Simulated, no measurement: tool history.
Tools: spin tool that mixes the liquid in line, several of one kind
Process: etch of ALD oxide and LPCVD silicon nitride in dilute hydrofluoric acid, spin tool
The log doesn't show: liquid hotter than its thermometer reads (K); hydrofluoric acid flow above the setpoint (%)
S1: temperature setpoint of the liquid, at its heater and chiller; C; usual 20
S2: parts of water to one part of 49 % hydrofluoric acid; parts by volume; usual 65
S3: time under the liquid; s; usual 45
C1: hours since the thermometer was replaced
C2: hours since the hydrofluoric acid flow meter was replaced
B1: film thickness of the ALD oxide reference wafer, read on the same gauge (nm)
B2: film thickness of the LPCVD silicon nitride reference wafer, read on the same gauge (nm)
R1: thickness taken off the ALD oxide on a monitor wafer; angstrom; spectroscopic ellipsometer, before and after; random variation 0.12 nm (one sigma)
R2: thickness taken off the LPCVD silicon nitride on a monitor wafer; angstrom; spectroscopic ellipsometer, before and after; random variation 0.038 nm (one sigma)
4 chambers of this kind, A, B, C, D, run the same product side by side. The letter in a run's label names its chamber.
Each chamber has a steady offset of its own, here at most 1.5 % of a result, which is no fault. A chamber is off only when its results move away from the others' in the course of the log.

run,hour,S1,S2,S3,C1,C2,B1,B2,R1,R2
1C,2.7,20,65,45,1603.9,829.7,130.00,150.01,149.440,2.2675
2A,7.0,20,65,45,37.1,774.0,130.00,150.01,149.880,2.3629
3D,9.5,20,65,45,1154.0,655.0,129.99,150.00,148.350,3.1851
4B,11.9,20,65,45,848.7,550.9,130.01,149.99,149.050,2.9228
5C,15.7,20,65,45,1616.9,842.7,130.00,149.98,150.180,2.6266
6D,20.0,20,65,25,1164.5,665.5,129.99,149.99,82.873,1.5146
7A,23.3,20,65,25,53.4,790.3,130.00,150.01,83.392,1.3075
8B,26.4,20,65,25,863.2,565.4,130.02,149.98,83.153,2.1025
9C,28.7,20,65,25,1629.9,855.7,130.00,150.00,82.199,1.7289
10B,31.1,20,65,45,867.9,570.1,130.02,150.00,149.460,3.3925
11D,35.2,17,80,45,1179.7,680.7,129.99,150.01,104.030,1.8122
12A,39.4,17,80,45,69.5,806.4,129.98,150.01,105.380,1.7927
13C,42.4,17,80,45,1643.6,869.4,129.98,150.01,105.910,2.0945
14D,45.9,17,80,45,1190.4,691.4,129.98,150.01,107.050,1.5015
15A,48.9,20,65,30,79.0,815.9,129.99,149.98,99.023,1.9401
16B,53.2,20,65,30,890.0,592.2,130.01,150.00,98.646,1.6401
17B,56.6,20,65,30,893.4,595.6,130.01,150.01,99.170,2.0921
# hour 59.3: chamber B: hydrofluoric acid flow meter replaced
18D,60.9,20,65,30,1205.4,706.4,130.00,150.02,99.317,1.6883
19A,63.6,20,55,45,93.7,830.6,130.00,150.02,176.520,3.0603
20C,68.0,20,55,45,1669.2,895.0,130.00,149.99,177.870,2.9144
21D,70.9,20,55,45,1215.4,716.4,130.01,150.00,178.480,3.7503
22B,74.8,20,55,45,911.6,15.6,130.01,149.99,177.430,2.9260
# hour 76.9: chamber C: hydrofluoric acid flow meter replaced
23C,77.4,20,45,45,1678.6,0.5,130.01,149.99,220.430,4.7454
24A,81.6,20,45,45,111.7,848.6,130.04,150.00,222.630,4.0726
25D,85.1,20,45,45,1229.6,730.6,129.99,150.02,219.090,3.9347
26B,88.8,20,45,45,925.6,29.6,130.01,149.99,219.780,3.7669
27A,91.6,20,80,65,121.7,858.6,129.99,150.02,171.700,3.1262

Is one chamber off against the others, does the gauge drift, or is nothing wrong? If a chamber is off, say which, and what the likeliest cause is.

No chamber stands off beyond its own small offset, and the gauge holds steady.
